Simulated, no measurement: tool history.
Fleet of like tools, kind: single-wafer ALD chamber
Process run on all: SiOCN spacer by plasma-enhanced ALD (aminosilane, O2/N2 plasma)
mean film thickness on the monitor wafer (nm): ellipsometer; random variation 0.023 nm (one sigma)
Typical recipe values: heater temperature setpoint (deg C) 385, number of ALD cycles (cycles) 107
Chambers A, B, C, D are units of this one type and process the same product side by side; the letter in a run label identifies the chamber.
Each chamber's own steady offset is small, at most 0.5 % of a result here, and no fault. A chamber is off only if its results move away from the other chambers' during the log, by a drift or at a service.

run    day  heater temperature setpoint (deg C)  number of ALD cycles (cycles)  hours since the last thermocouple change  read-back reference wafer on the same gauge, thickness_nm  mean film thickness on the monitor wafer (nm)
 1A  0.225                                  385                            107                                    1238.6                                                     5.1647                                         6.4310
 2B  0.338                                  385                            107                                     441.3                                                     5.1693                                         6.4264
 3C  0.542                                  385                            107                                     632.0                                                     5.1701                                         6.4397
 4D  0.717                                  385                            107                                     497.2                                                     5.1678                                         6.5041
 5D  0.858                                  385                            107                                     500.6                                                     5.1711                                         6.5097
 6C  0.983                                  385                            107                                     642.6                                                     5.1680                                         6.4111
 7A  1.233                                  385                            107                                    1262.8                                                     5.1700                                         6.4343
 8B  1.379                                  395                            107                                     466.3                                                     5.1724                                         6.4042
 9A  1.542                                  395                            107                                    1270.2                                                     5.1720                                         6.4831
10D  1.725                                  395                            107                                     521.4                                                     5.1720                                         6.5155
11C  1.958                                  395                            107                                     666.0                                                     5.1739                                         6.3851
12B  2.125                                  385                            107                                     484.2                                                     5.1758                                         6.4117
13B  2.342                                  385                            107                                     489.4                                                     5.1696                                         6.4013
14D  2.471                                  385                            107                                     539.3                                                     5.1750                                         6.4766
15C  2.588                                  385                            107                                     681.1                                                     5.1733                                         6.4727
16A  2.817                                  385                            107                                    1300.8                                                     5.1694                                         6.4150
17A  2.967                                  385                            107                                    1304.4                                                     5.1721                                         6.4739
18D  3.092                                  385                            107                                     554.2                                                     5.1689                                         6.4966
19C  3.250                                  385                            107                                     697.0                                                     5.1719                                         6.4489
20B  3.417                                  380                            124                                     515.2                                                     5.1725                                         7.4284
21A  3.658                                  380                            124                                    1321.0                                                     5.1721                                         7.4728
22B  3.833                                  380                            124                                     525.2                                                     5.1734                                         7.4196
23D  4.017                                  380                            124                                     576.4                                                     5.1727                                         7.5386
24C  4.196                                  385                            107                                     719.7                                                     5.1718                                         6.3879
25C  4.421                                  385                            107                                     725.1                                                     5.1713                                         6.4445
26D  4.579                                  385                            107                                     589.9                                                     5.1710                                         6.5000
27A  4.800                                  385                            107                                    1348.4                                                     5.1696                                         6.4122
28B  4.988                                  385                            107                                     552.9                                                     5.1691                                         6.4416
29A  5.204                                  385                            107                                    1358.1                                                     5.1732                                         6.4210
30D  5.446                                  385                            107                                     610.7                                                     5.1725                                         6.4966
31C  5.558                                  385                            107                                     752.4                                                     5.1684                                         6.4314
32B  5.754                                  385                            107                                     571.3                                                     5.1660                                         6.4235
33A  5.992                                  385                            107                                    1377.0                                                     5.1701                                         6.4192

All chambers now run identical settings, listed one chamber a line with results as question marks. What results will each chamber show?
34A  6.175                                  385                             96                                                                                                                                                   ?
34B  6.175                                  385                             96                                                                                                                                                   ?
34C  6.175                                  385                             96                                                                                                                                                   ?
34D  6.175                                  385                             96                                                                                                                                                   ?

run  mean film thickness on the monitor wafer (nm)
34A                                         5.7677
34B                                         5.7481
34C                                         5.7627
34D                                         5.8065

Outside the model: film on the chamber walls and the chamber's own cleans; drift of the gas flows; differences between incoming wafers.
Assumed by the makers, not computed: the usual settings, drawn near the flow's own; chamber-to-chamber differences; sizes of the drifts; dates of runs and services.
